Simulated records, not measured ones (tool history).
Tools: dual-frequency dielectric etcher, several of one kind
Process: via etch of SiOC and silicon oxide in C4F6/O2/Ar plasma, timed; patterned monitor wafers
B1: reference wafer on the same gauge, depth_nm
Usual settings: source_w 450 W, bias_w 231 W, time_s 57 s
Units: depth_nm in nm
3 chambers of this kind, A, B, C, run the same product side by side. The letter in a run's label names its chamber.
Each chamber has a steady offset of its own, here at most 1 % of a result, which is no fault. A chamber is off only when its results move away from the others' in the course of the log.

run 1C hour=6.3 | source_w=450 bias_w=231 time_s=57 | B1=59.1 | depth_nm=73.491
run 2B hour=16.3 | source_w=450 bias_w=231 time_s=57 | B1=59.059 | depth_nm=72.53
-- hour=19.9 chamber C: wet clean of the chamber
run 3A hour=26.8 | source_w=450 bias_w=231 time_s=57 | B1=59.069 | depth_nm=72.64
run 4C hour=33.7 | source_w=450 bias_w=231 time_s=57 | B1=59.083 | depth_nm=73.423
run 5A hour=42.5 | source_w=450 bias_w=231 time_s=57 | B1=59.042 | depth_nm=72.694
run 6B hour=49.3 | source_w=450 bias_w=231 time_s=57 | B1=59.028 | depth_nm=72.654
run 7B hour=57.8 | source_w=500 bias_w=186 time_s=57 | B1=59.021 | depth_nm=70.525
run 8A hour=63.4 | source_w=500 bias_w=186 time_s=57 | B1=59.008 | depth_nm=70.377
run 9C hour=70.5 | source_w=500 bias_w=186 time_s=57 | B1=58.994 | depth_nm=70.984
run 10A hour=80.7 | source_w=450 bias_w=231 time_s=57 | B1=59.006 | depth_nm=72.664
run 11C hour=86.8 | source_w=450 bias_w=231 time_s=57 | B1=59.01 | depth_nm=73.145
run 12B hour=96.9 | source_w=450 bias_w=231 time_s=57 | B1=59.002 | depth_nm=72.569
run 13B hour=108.1 | source_w=450 bias_w=231 time_s=57 | B1=58.976 | depth_nm=72.579
run 14C hour=116.8 | source_w=450 bias_w=231 time_s=57 | B1=58.962 | depth_nm=72.981
run 15A hour=128.8 | source_w=450 bias_w=231 time_s=57 | B1=58.923 | depth_nm=72.552
run 16B hour=136.3 | source_w=450 bias_w=231 time_s=57 | B1=58.922 | depth_nm=72.602
run 17A hour=144.5 | source_w=450 bias_w=231 time_s=57 | B1=58.908 | depth_nm=72.474
run 18C hour=156.6 | source_w=450 bias_w=231 time_s=57 | B1=58.915 | depth_nm=73.163
run 19B hour=164.9 | source_w=450 bias_w=231 time_s=57 | B1=58.907 | depth_nm=72.551
run 20C hour=176.8 | source_w=450 bias_w=231 time_s=57 | B1=58.916 | depth_nm=73.198
run 21A hour=183.9 | source_w=450 bias_w=253 time_s=46.5 | B1=58.872 | depth_nm=61.14
-- hour=188.8 chamber B: wet clean of the chamber
run 22B hour=190 | source_w=450 bias_w=253 time_s=46.5 | B1=58.893 | depth_nm=60.931
run 23A hour=198.2 | source_w=450 bias_w=253 time_s=46.5 | B1=58.874 | depth_nm=60.816
run 24C hour=207.2 | source_w=450 bias_w=231 time_s=57 | B1=58.852 | depth_nm=73.093
run 25C hour=213.5 | source_w=450 bias_w=231 time_s=57 | B1=58.836 | depth_nm=73.091
run 26B hour=223.3 | source_w=450 bias_w=231 time_s=57 | B1=58.863 | depth_nm=72.479
run 27A hour=228.7 | source_w=450 bias_w=231 time_s=57 | B1=58.83 | depth_nm=72.41
run 28C hour=239.1 | source_w=450 bias_w=231 time_s=57 | B1=58.822 | depth_nm=72.992
run 29B hour=250.7 | source_w=450 bias_w=231 time_s=57 | B1=58.824 | depth_nm=72.389
run 30A hour=256.7 | source_w=450 bias_w=231 time_s=57 | B1=58.81 | depth_nm=72.253
run 31C hour=266.8 | source_w=450 bias_w=231 time_s=57 | B1=58.797 | depth_nm=73.008
run 32B hour=277.7 | source_w=450 bias_w=231 time_s=57 | B1=58.78 | depth_nm=72.344
run 33A hour=283.4 | source_w=450 bias_w=231 time_s=57 | B1=58.753 | depth_nm=72.521
run 34A hour=293.4 | source_w=450 bias_w=231 time_s=57 | B1=58.759 | depth_nm=72.146
run 35C hour=300.9 | source_w=550 bias_w=231 time_s=57 | B1=58.735 | depth_nm=78.717
run 36B hour=307.2 | source_w=550 bias_w=231 time_s=57 | B1=58.75 | depth_nm=77.929
run 37C hour=312.8 | source_w=550 bias_w=231 time_s=57 | B1=58.73 | depth_nm=78.732

What goes on in this fleet: one chamber off, a drifting gauge, or nothing beyond the chambers' own small offsets? Name the chamber and the cause, if any.

The gauge drifts, so all chambers seem to drift together. No chamber is off.
Cause: gauge reads low (%) = 0.638.
